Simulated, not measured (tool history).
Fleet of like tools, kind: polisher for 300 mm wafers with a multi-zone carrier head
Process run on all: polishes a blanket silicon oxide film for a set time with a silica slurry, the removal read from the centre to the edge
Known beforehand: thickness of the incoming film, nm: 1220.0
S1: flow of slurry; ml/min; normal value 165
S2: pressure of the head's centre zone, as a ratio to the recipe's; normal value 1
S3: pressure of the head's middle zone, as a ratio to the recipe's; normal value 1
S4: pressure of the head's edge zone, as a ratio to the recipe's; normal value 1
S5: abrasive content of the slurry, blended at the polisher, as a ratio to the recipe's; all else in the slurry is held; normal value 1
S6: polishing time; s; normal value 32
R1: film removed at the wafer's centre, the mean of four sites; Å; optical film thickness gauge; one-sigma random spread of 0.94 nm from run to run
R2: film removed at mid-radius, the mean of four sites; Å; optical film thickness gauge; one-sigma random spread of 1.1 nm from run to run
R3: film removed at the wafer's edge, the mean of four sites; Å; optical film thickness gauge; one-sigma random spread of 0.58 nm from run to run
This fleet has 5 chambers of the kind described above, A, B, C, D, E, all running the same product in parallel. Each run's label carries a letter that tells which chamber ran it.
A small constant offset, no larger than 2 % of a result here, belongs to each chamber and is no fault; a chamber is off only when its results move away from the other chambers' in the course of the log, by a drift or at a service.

Run 1D, hour 6.7: usual settings. Result: R1 732.87 Å, R2 729.65 Å, R3 718.53 Å.
Run 2E, hour 18: usual settings. Result: R1 736.06 Å, R2 718.46 Å, R3 728.08 Å.
At hour 22.9: chamber D: worn pad replaced by a new one.
Run 3B, hour 28.2: usual settings. Result: R1 726.77 Å, R2 732 Å, R3 736.66 Å.
Run 4C, hour 42.7: usual settings. Result: R1 708.46 Å, R2 721.8 Å, R3 731.2 Å.
Run 5A, hour 51.9: usual settings. Result: R1 714.43 Å, R2 739.38 Å, R3 722.72 Å.
At hour 56.5: chamber C: worn pad replaced by a new one.
Run 6E, hour 64: usual settings but S5 1.15, S6 41 s. Result: R1 1016.6 Å, R2 1002 Å, R3 1012.1 Å.
At hour 74.3: chamber E: worn pad replaced by a new one.
At hour 75.2: chamber A: worn pad replaced by a new one.
Run 7C, hour 75.9: usual settings but S5 1.15, S6 41 s. Result: R1 984.96 Å, R2 990.14 Å, R3 1002.1 Å.
At hour 78: chamber E: slurry nozzle cleaned.
Run 8A, hour 82.9: usual settings but S5 1.15, S6 41 s. Result: R1 997.73 Å, R2 990.36 Å, R3 987.29 Å.
Run 9D, hour 95.5: usual settings but S5 1.15, S6 41 s. Result: R1 970.34 Å, R2 982.7 Å, R3 990.78 Å.
Run 10B, hour 104.2: usual settings but S5 1.15, S6 41 s. Result: R1 992.93 Å, R2 982.17 Å, R3 989.88 Å.
At hour 107: chamber B: worn pad replaced by a new one.
Run 11B, hour 116.7: usual settings. Result: R1 710.45 Å, R2 757.88 Å, R3 736.08 Å.
Run 12E, hour 129.7: usual settings. Result: R1 743.48 Å, R2 748.2 Å, R3 729.19 Å.
Run 13C, hour 143.5: usual settings. Result: R1 707.32 Å, R2 727.03 Å, R3 724.15 Å.
At hour 145.6: chamber C: worn pad replaced by a new one.
At hour 149.4: chamber D: worn pad replaced by a new one.
At hour 150.1: chamber C: slurry nozzle cleaned.
Run 14D, hour 152.7: usual settings but S4 0.96. Result: R1 705.95 Å, R2 734.49 Å, R3 717.72 Å.
At hour 153.6: chamber C: edge zone pressure recalibrated.
Run 15A, hour 166.4: usual settings but S4 0.96. Result: R1 728.02 Å, R2 719.24 Å, R3 717.09 Å.
At hour 168.2: chamber E: worn pad replaced by a new one.
At hour 172.6: chamber A: edge zone pressure recalibrated.
Run 16B, hour 181: usual settings but S4 0.96. Result: R1 734.06 Å, R2 738.36 Å, R3 711.39 Å.
At hour 189.2: chamber A: worn pad replaced by a new one.
Run 17E, hour 193.3: usual settings but S4 0.96. Result: R1 712.14 Å, R2 728.62 Å, R3 723.92 Å.
Run 18D, hour 200: usual settings but S4 0.96. Result: R1 716.58 Å, R2 733.54 Å, R3 717.93 Å.
At hour 212.8: chamber B: worn pad replaced by a new one.
Run 19C, hour 214.2: usual settings. Result: R1 727.28 Å, R2 720.6 Å, R3 725.67 Å.
At hour 223.4: chamber B: slurry nozzle cleaned.
Run 20A, hour 226: usual settings. Result: R1 723.64 Å, R2 725.66 Å, R3 727.51 Å.
Run 21A, hour 239: usual settings. Result: R1 718.52 Å, R2 716.97 Å, R3 724.81 Å.
Run 22D, hour 253.3: usual settings. Result: R1 707.02 Å, R2 727.4 Å, R3 732.45 Å.
Run 23E, hour 261.9: usual settings. Result: R1 719.77 Å, R2 730.56 Å, R3 739.22 Å.
At hour 263.8: chamber C: worn pad replaced by a new one.
At hour 268.9: chamber E: worn pad replaced by a new one.
At hour 269.4: chamber D: centre zone pressure recalibrated.
At hour 271.4: chamber D: worn pad replaced by a new one.
Run 24B, hour 275.6: usual settings. Result: R1 733.64 Å, R2 750.62 Å, R3 732.06 Å.
At hour 279.6: chamber B: edge zone pressure recalibrated.
Run 25C, hour 289.7: usual settings. Result: R1 719.99 Å, R2 712.96 Å, R3 721.24 Å.
Run 26D, hour 298.8: usual settings. Result: R1 716.63 Å, R2 706.11 Å, R3 734.94 Å.
Run 27C, hour 305.9: usual settings. Result: R1 708.64 Å, R2 722.47 Å, R3 728.83 Å.
At hour 308.7: chamber B: worn pad replaced by a new one.
Run 28A, hour 312.9: usual settings but S1 205 ml/min, S3 0.96. Result: R1 764.51 Å, R2 718.44 Å, R3 752.42 Å.
At hour 319.1: chamber A: worn pad replaced by a new one.
Run 29E, hour 319.6: usual settings but S1 205 ml/min, S3 0.96. Result: R1 755.68 Å, R2 745.67 Å, R3 751.9 Å.
Run 30B, hour 328: usual settings but S1 205 ml/min, S3 0.96. Result: R1 769.89 Å, R2 731.66 Å, R3 756.39 Å.
Run 31E, hour 337.3: usual settings but S1 205 ml/min, S3 0.96. Result: R1 758.17 Å, R2 735.76 Å, R3 750.98 Å.
At hour 338.7: chamber E: edge zone pressure recalibrated.
Run 32A, hour 344.5: usual settings but S1 205 ml/min, S3 0.96. Result: R1 751.31 Å, R2 721.27 Å, R3 753.14 Å.
Run 33D, hour 351.3: usual settings but S1 200 ml/min, S2 0.95. Result: R1 694.2 Å, R2 745.38 Å, R3 740.02 Å.
At hour 354: chamber E: worn pad replaced by a new one.
At hour 355: chamber A: slurry nozzle cleaned.
Run 34C, hour 364.9: usual settings but S1 200 ml/min, S2 0.95. Result: R1 705.57 Å, R2 724.42 Å, R3 758.2 Å.
At hour 367.2: chamber D: worn pad replaced by a new one.
Run 35B, hour 371.5: usual settings but S1 200 ml/min, S2 0.95. Result: R1 721.8 Å, R2 751.05 Å, R3 752.45 Å.
At hour 378.9: chamber C: worn pad replaced by a new one.
Run 36D, hour 384.9: usual settings but S1 200 ml/min, S2 0.95. Result: R1 689.66 Å, R2 744.91 Å, R3 737.4 Å.
At hour 393.7: chamber B: centre zone pressure recalibrated.
Run 37E, hour 397.3: usual settings but S1 200 ml/min, S2 0.95. Result: R1 714.14 Å, R2 749.12 Å, R3 746.75 Å.
Run 38B, hour 408.9: usual settings but S2 0.94. Result: R1 681.95 Å, R2 726.43 Å, R3 740.63 Å.
Run 39A, hour 417: usual settings but S2 0.94. Result: R1 680.83 Å, R2 719.01 Å, R3 731.36 Å.
Run 40C, hour 426.6: usual settings but S2 0.94. Result: R1 660.83 Å, R2 716.7 Å, R3 723.4 Å.
Run 41E, hour 437.9: usual settings but S2 0.94. Result: R1 682.79 Å, R2 726.61 Å, R3 736.28 Å.

Is one chamber out of step, is the gauge drifting, or do the chambers differ by no more than their own small offsets? For an off chamber, give its letter and the likeliest cause.

No chamber stands off beyond its own small offset, and the gauge holds steady.

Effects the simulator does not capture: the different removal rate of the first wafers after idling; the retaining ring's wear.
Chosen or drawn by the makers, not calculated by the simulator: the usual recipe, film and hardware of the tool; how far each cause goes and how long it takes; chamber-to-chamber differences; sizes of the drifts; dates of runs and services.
